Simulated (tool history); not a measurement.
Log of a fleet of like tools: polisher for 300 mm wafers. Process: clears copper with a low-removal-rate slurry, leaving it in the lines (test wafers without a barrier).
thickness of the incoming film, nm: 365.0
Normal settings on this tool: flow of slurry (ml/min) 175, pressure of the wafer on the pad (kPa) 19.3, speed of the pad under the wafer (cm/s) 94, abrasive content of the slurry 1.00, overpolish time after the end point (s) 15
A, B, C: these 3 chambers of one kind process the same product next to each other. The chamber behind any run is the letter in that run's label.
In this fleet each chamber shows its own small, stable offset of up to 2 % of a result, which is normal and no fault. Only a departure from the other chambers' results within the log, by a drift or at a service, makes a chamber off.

run,hour,flow of slurry (ml/min),pressure of the wafer on the pad (kPa),speed of the pad under the wafer (cm/s),abrasive content of the slurry,overpolish time after the end point (s),time until the end point was called (s),dishing of a wide line in a test structure (nm)
1C,9.4,175,19.3,94,1.00,15,126.38,30.740
2A,18.4,175,19.3,94,1.00,15,131.78,30.168
# hour 23.3: chamber A: slurry blender recalibrated
3B,28.5,175,19.3,94,1.00,15,130.22,31.017
# hour 34.5: chamber A: worn pad replaced by a new one
4A,34.7,175,19.3,94,1.00,15,129.70,30.366
# hour 41.2: chamber B: worn pad replaced by a new one
5B,43.0,175,19.3,94,1.00,15,131.65,31.127
6C,48.8,175,19.3,94,1.00,15,131.75,30.851
7C,57.8,175,19.3,94,1.00,15,127.96,30.341
# hour 62.4: chamber C: worn pad replaced by a new one
8B,66.5,175,19.3,94,1.00,15,128.07,31.112
9A,74.0,175,19.3,94,1.00,15,131.74,30.222
10B,83.0,175,19.3,94,1.00,15,128.70,30.666
11A,88.0,175,19.3,94,1.00,15,129.21,30.198
12C,98.0,175,19.3,94,1.00,15,126.44,31.004
13C,106.7,175,19.3,94,1.00,15,131.63,30.812
# hour 113.4: chamber B: worn pad replaced by a new one
14A,115.5,175,19.3,94,1.00,15,131.60,29.336
15B,124.0,175,19.3,94,1.00,15,132.19,30.012
# hour 128.0: chamber A: worn pad replaced by a new one
16A,129.7,175,19.3,94,1.00,15,132.85,30.682
# hour 132.3: chamber C: worn pad replaced by a new one
# hour 135.3: chamber A: slurry blender recalibrated
# hour 136.6: chamber C: slurry nozzle cleaned
17C,139.3,175,19.3,94,1.00,15,129.32,30.361
18B,144.8,175,19.3,94,1.00,15,130.33,30.838
# hour 150.6: chamber C: slurry blender recalibrated
19B,150.8,175,19.3,94,1.00,15,131.19,29.964
20A,156.4,175,19.3,94,1.00,15,131.44,30.768
21C,162.1,175,19.3,94,1.00,15,130.01,31.326
22B,167.9,175,19.3,94,1.00,15,129.35,29.966
# hour 172.6: chamber C: head pressure recalibrated
23A,172.7,175,19.3,94,0.75,21,138.77,38.653
24C,181.5,175,19.3,94,0.75,21,134.17,39.846
25C,191.3,175,19.3,94,0.75,21,138.51,39.464
# hour 193.7: chamber C: worn pad replaced by a new one
26A,201.2,175,19.3,94,1.00,15,130.05,30.040
# hour 206.9: chamber B: worn pad replaced by a new one
27B,209.2,175,19.3,94,1.00,15,129.08,30.768
28C,219.0,175,19.3,94,1.00,15,127.27,31.018
29A,229.2,235,19.3,94,1.00,15,126.12,31.297
30B,238.3,235,19.3,94,1.00,15,124.57,31.626
# hour 242.3: chamber A: worn pad replaced by a new one
31C,244.6,235,19.3,94,1.00,15,123.55,31.972
32B,250.6,175,19.3,94,1.00,15,129.27,29.965
# hour 260.3: chamber A: slurry blender recalibrated
33A,261.0,175,19.3,94,1.00,15,129.75,29.653
34B,269.1,135,19.3,64,1.00,15,198.73,20.791
# hour 271.3: chamber C: worn pad replaced by a new one
35C,278.8,135,19.3,64,1.00,15,202.20,20.584
# hour 280.6: chamber B: head pressure recalibrated
36A,287.5,135,19.3,64,1.00,15,196.80,20.178
37A,293.4,175,19.3,94,1.00,15,129.77,29.884
# hour 295.9: chamber B: worn pad replaced by a new one
38C,304.0,175,19.3,94,1.00,15,128.35,30.509
39B,314.4,175,19.3,94,1.00,15,130.36,30.746
40B,323.8,175,19.3,94,1.00,15,132.41,31.017
41A,333.0,175,19.3,94,1.00,15,131.83,30.232
# hour 333.4: chamber A: worn pad replaced by a new one
42C,338.9,175,19.3,80,0.75,15,159.34,24.925
43A,346.3,175,19.3,80,0.75,15,162.19,24.631
44B,355.2,175,19.3,80,0.75,15,162.88,24.473

Is one chamber off against the others, does the gauge drift, or is nothing wrong? If a chamber is off, say which, and what the likeliest cause is.

No chamber is off and the gauge is stable; the differences are just each chamber's small, constant offset.

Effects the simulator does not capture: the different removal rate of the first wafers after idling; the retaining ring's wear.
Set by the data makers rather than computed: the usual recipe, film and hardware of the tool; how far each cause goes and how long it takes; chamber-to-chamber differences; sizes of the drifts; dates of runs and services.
